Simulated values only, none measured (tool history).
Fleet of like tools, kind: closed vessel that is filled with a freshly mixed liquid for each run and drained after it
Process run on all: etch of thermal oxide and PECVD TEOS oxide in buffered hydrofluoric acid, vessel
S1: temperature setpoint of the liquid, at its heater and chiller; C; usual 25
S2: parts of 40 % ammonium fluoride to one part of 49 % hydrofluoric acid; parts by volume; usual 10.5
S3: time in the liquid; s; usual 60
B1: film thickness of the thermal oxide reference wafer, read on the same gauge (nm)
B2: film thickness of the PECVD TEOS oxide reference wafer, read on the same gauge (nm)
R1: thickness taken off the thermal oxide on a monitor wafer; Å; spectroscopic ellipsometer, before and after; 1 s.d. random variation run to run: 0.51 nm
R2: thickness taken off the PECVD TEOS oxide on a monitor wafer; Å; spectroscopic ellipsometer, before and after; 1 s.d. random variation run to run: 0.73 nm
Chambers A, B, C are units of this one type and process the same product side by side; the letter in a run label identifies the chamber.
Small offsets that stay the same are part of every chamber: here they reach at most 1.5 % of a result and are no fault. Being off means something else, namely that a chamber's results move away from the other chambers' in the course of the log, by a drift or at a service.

| run | hour | S1 | S2 | S3 | B1 | B2 | R1 | R2 |
|---|---|---|---|---|---|---|---|---|
|  | 2.4 | chamber B: hydrofluoric acid flow meter replaced |
| 1B | 11.2 | 25 | 10.5 | 60 | 110 | 30.004 | 676.44 | 1436.7 |
| 2C | 17 | 25 | 10.5 | 60 | 110.02 | 30.025 | 678.33 | 1474.2 |
| 3A | 27.9 | 25 | 10.5 | 60 | 110 | 30.008 | 677.34 | 1473.1 |
| 4B | 38.1 | 25 | 10.5 | 60 | 110.02 | 29.992 | 673.29 | 1448.7 |
| 5A | 47.8 | 25 | 10.5 | 60 | 109.97 | 30.011 | 670.87 | 1470 |
| 6C | 54.5 | 25 | 10.5 | 60 | 110 | 29.98 | 685.41 | 1457.9 |
| 7A | 64.9 | 25 | 10.5 | 60 | 110.01 | 29.972 | 675.87 | 1485.7 |
| 8C | 71.5 | 25 | 12 | 60 | 110.01 | 30.033 | 587.59 | 1276.1 |
| 9B | 82.4 | 25 | 12 | 60 | 109.99 | 29.989 | 598.75 | 1271.1 |
| 10C | 89.4 | 25 | 12 | 60 | 110 | 30.002 | 600.41 | 1277.8 |
| 11A | 96.5 | 25 | 10.5 | 35 | 109.98 | 29.999 | 391.69 | 857.13 |
| 12B | 102.3 | 25 | 10.5 | 35 | 109.97 | 29.965 | 391.41 | 842.33 |
| 13A | 110.4 | 25 | 10.5 | 35 | 110.01 | 30.005 | 395.53 | 856.85 |
| 14B | 117.1 | 25 | 12.5 | 45 | 109.97 | 30.014 | 421.19 | 914.31 |
|  | 119.2 | chamber C: hydrofluoric acid flow meter replaced |
| 15C | 129.3 | 25 | 12.5 | 45 | 110.01 | 29.977 | 430.51 | 921.03 |
|  | 136.4 | chamber A: hydrofluoric acid flow meter replaced |
| 16B | 141.6 | 25 | 12.5 | 45 | 110.01 | 29.993 | 426.26 | 906.19 |
| 17C | 149.9 | 25 | 10.5 | 60 | 110.01 | 29.997 | 677.27 | 1469 |
| 18A | 161.3 | 25 | 10.5 | 60 | 109.99 | 30.024 | 667.61 | 1454.5 |
| 19B | 174.2 | 25 | 10.5 | 60 | 109.98 | 29.964 | 678.69 | 1439.2 |
| 20C | 182.6 | 25 | 10.5 | 60 | 109.99 | 29.98 | 678.24 | 1456.5 |
| 21A | 191.1 | 25 | 10.5 | 60 | 109.98 | 29.986 | 668.56 | 1474.5 |
| 22C | 201.1 | 25 | 10.5 | 60 | 109.99 | 30.031 | 677.53 | 1470.3 |
| 23A | 210.5 | 25 | 10.5 | 60 | 109.99 | 29.995 | 676.53 | 1457 |
| 24B | 220.9 | 25 | 10.5 | 60 | 110.01 | 29.964 | 672.19 | 1450.2 |
| 25B | 228.9 | 25 | 10.5 | 60 | 110 | 30.042 | 672.77 | 1450.8 |
| 26C | 240.1 | 25 | 10.5 | 60 | 110 | 30.014 | 678.56 | 1455.2 |
| 27A | 251.2 | 25 | 10.5 | 60 | 109.99 | 30.016 | 675.01 | 1460.7 |
| 28C | 264.4 | 25 | 10.5 | 60 | 109.99 | 29.996 | 681.9 | 1467.5 |
| 29A | 276.9 | 20.5 | 10.5 | 60 | 110.03 | 30.01 | 526.05 | 1139.6 |

For the next run the whole fleet of 3 chambers uses the same settings. Give each chamber's results:
| 30A | 286.4 | 25 | 10.5 | 60 |  |  | ? | ? |
| 30B | 286.4 | 25 | 10.5 | 60 |  |  | ? | ? |
| 30C | 286.4 | 25 | 10.5 | 60 |  |  | ? | ? |

| run | R1 | R2 |
|---|---|---|
| 30A | 671.49 | 1459.8 |
| 30B | 676.58 | 1436 |
| 30C | 672.59 | 1455.8 |

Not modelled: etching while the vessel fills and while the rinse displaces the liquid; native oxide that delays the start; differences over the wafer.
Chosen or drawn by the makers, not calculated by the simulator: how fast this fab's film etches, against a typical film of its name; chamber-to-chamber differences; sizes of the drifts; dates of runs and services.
